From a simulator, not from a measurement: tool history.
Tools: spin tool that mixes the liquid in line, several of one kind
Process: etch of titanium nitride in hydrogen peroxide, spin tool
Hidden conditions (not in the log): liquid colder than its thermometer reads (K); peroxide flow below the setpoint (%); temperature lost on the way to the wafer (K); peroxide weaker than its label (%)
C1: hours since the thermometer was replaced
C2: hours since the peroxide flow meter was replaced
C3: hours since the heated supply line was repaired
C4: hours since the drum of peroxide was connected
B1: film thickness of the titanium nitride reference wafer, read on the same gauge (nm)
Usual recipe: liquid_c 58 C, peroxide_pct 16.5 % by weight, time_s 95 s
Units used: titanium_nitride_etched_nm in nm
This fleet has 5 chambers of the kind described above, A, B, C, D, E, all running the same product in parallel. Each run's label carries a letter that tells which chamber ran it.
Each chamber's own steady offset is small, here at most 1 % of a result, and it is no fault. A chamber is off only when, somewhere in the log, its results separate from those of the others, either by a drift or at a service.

run 1C hour=6.1 | liquid_c=58 peroxide_pct=16.5 time_s=95 | C1=1594.8 C2=1003.6 C3=508.8 C4=108.6 | B1=39.968 | titanium_nitride_etched_nm=8.7011
-- hour=10.1 chamber B: peroxide flow meter replaced
run 2E hour=11 | liquid_c=58 peroxide_pct=16.5 time_s=95 | C1=249.9 C2=322.1 C3=2365.5 C4=497.9 | B1=40.036 | titanium_nitride_etched_nm=8.6742
run 3D hour=16.2 | liquid_c=58 peroxide_pct=16.5 time_s=95 | C1=2444.9 C2=1767.7 C3=417.7 C4=34.9 | B1=40.001 | titanium_nitride_etched_nm=8.7342
run 4B hour=22.3 | liquid_c=58 peroxide_pct=16.5 time_s=95 | C1=465.6 C2=12.3 C3=352.8 C4=253.1 | B1=39.98 | titanium_nitride_etched_nm=8.8306
run 5A hour=27.2 | liquid_c=58 peroxide_pct=16.5 time_s=95 | C1=792.6 C2=436.5 C3=1953.5 C4=454.3 | B1=39.97 | titanium_nitride_etched_nm=8.8325
run 6C hour=32 | liquid_c=58 peroxide_pct=16.5 time_s=95 | C1=1620.7 C2=1029.5 C3=534.7 C4=134.5 | B1=39.969 | titanium_nitride_etched_nm=8.5656
run 7B hour=36.8 | liquid_c=58 peroxide_pct=16.5 time_s=95 | C1=480.1 C2=26.8 C3=367.3 C4=267.6 | B1=40 | titanium_nitride_etched_nm=8.7824
run 8D hour=42.5 | liquid_c=58 peroxide_pct=16.5 time_s=55 | C1=2471.2 C2=1794 C3=444 C4=61.2 | B1=40.033 | titanium_nitride_etched_nm=5.0459
run 9A hour=46.3 | liquid_c=58 peroxide_pct=16.5 time_s=55 | C1=811.7 C2=455.6 C3=1972.6 C4=473.4 | B1=40.007 | titanium_nitride_etched_nm=4.9635
run 10E hour=51.7 | liquid_c=58 peroxide_pct=16.5 time_s=55 | C1=290.6 C2=362.8 C3=2406.2 C4=538.6 | B1=40.028 | titanium_nitride_etched_nm=5.0477
run 11B hour=56.9 | liquid_c=58 peroxide_pct=16.5 time_s=55 | C1=500.2 C2=46.9 C3=387.4 C4=287.7 | B1=39.988 | titanium_nitride_etched_nm=5.0311
run 12E hour=62.1 | liquid_c=58 peroxide_pct=16.5 time_s=55 | C1=301 C2=373.2 C3=2416.6 C4=549 | B1=40.014 | titanium_nitride_etched_nm=4.9798
run 13A hour=67.2 | liquid_c=58 peroxide_pct=16.5 time_s=95 | C1=832.6 C2=476.5 C3=1993.5 C4=494.3 | B1=40.013 | titanium_nitride_etched_nm=8.669
run 14C hour=73.5 | liquid_c=58 peroxide_pct=16.5 time_s=95 | C1=1662.2 C2=1071 C3=576.2 C4=176 | B1=40.024 | titanium_nitride_etched_nm=8.6573
run 15D hour=76.8 | liquid_c=58 peroxide_pct=16.5 time_s=95 | C1=2505.5 C2=1828.3 C3=478.3 C4=95.5 | B1=39.982 | titanium_nitride_etched_nm=8.7846
run 16E hour=81.9 | liquid_c=58 peroxide_pct=16.5 time_s=95 | C1=320.8 C2=393 C3=2436.4 C4=568.8 | B1=39.975 | titanium_nitride_etched_nm=8.711
run 17A hour=85.8 | liquid_c=58 peroxide_pct=16.5 time_s=95 | C1=851.2 C2=495.1 C3=2012.1 C4=512.9 | B1=40.035 | titanium_nitride_etched_nm=8.6216
run 18B hour=92.2 | liquid_c=58 peroxide_pct=16.5 time_s=95 | C1=535.5 C2=82.2 C3=422.7 C4=323 | B1=39.999 | titanium_nitride_etched_nm=8.791
run 19C hour=95.2 | liquid_c=58 peroxide_pct=16.5 time_s=95 | C1=1683.9 C2=1092.7 C3=597.9 C4=197.7 | B1=40.016 | titanium_nitride_etched_nm=8.7922
run 20D hour=99.5 | liquid_c=58 peroxide_pct=16.5 time_s=70 | C1=2528.2 C2=1851 C3=501 C4=118.2 | B1=39.999 | titanium_nitride_etched_nm=6.5066
run 21D hour=102.3 | liquid_c=58 peroxide_pct=16.5 time_s=70 | C1=2531 C2=1853.8 C3=503.8 C4=121 | B1=40.034 | titanium_nitride_etched_nm=6.4504
run 22A hour=107.2 | liquid_c=58 peroxide_pct=16.5 time_s=70 | C1=872.6 C2=516.5 C3=2033.5 C4=534.3 | B1=40.043 | titanium_nitride_etched_nm=6.4098
run 23C hour=111.4 | liquid_c=58 peroxide_pct=16.5 time_s=70 | C1=1700.1 C2=1108.9 C3=614.1 C4=213.9 | B1=40 | titanium_nitride_etched_nm=6.3429
run 24B hour=117.6 | liquid_c=58 peroxide_pct=16.5 time_s=70 | C1=560.9 C2=107.6 C3=448.1 C4=348.4 | B1=39.973 | titanium_nitride_etched_nm=6.5431
run 25E hour=122 | liquid_c=58 peroxide_pct=16.5 time_s=95 | C1=360.9 C2=433.1 C3=2476.5 C4=608.9 | B1=40.005 | titanium_nitride_etched_nm=8.64
run 26B hour=127.5 | liquid_c=58 peroxide_pct=16.5 time_s=95 | C1=570.8 C2=117.5 C3=458 C4=358.3 | B1=39.994 | titanium_nitride_etched_nm=8.7186
run 27D hour=131.6 | liquid_c=58 peroxide_pct=16.5 time_s=95 | C1=2560.3 C2=1883.1 C3=533.1 C4=150.3 | B1=40.006 | titanium_nitride_etched_nm=8.6571
run 28E hour=135.8 | liquid_c=58 peroxide_pct=16.5 time_s=95 | C1=374.7 C2=446.9 C3=2490.3 C4=622.7 | B1=40.029 | titanium_nitride_etched_nm=8.6537
run 29C hour=138.7 | liquid_c=58 peroxide_pct=16.5 time_s=95 | C1=1727.4 C2=1136.2 C3=641.4 C4=241.2 | B1=40 | titanium_nitride_etched_nm=8.6133
run 30A hour=141.6 | liquid_c=58 peroxide_pct=16.5 time_s=95 | C1=907 C2=550.9 C3=2067.9 C4=568.7 | B1=39.979 | titanium_nitride_etched_nm=8.6428
run 31D hour=145.4 | liquid_c=58 peroxide_pct=16.5 time_s=95 | C1=2574.1 C2=1896.9 C3=546.9 C4=164.1 | B1=40.013 | titanium_nitride_etched_nm=8.889

Is one chamber off against the others, does the gauge drift, or is nothing wrong? If a chamber is off, say which, and what the likeliest cause is.

Nothing is wrong: each chamber keeps only its own small, steady offset and the gauge holds still.
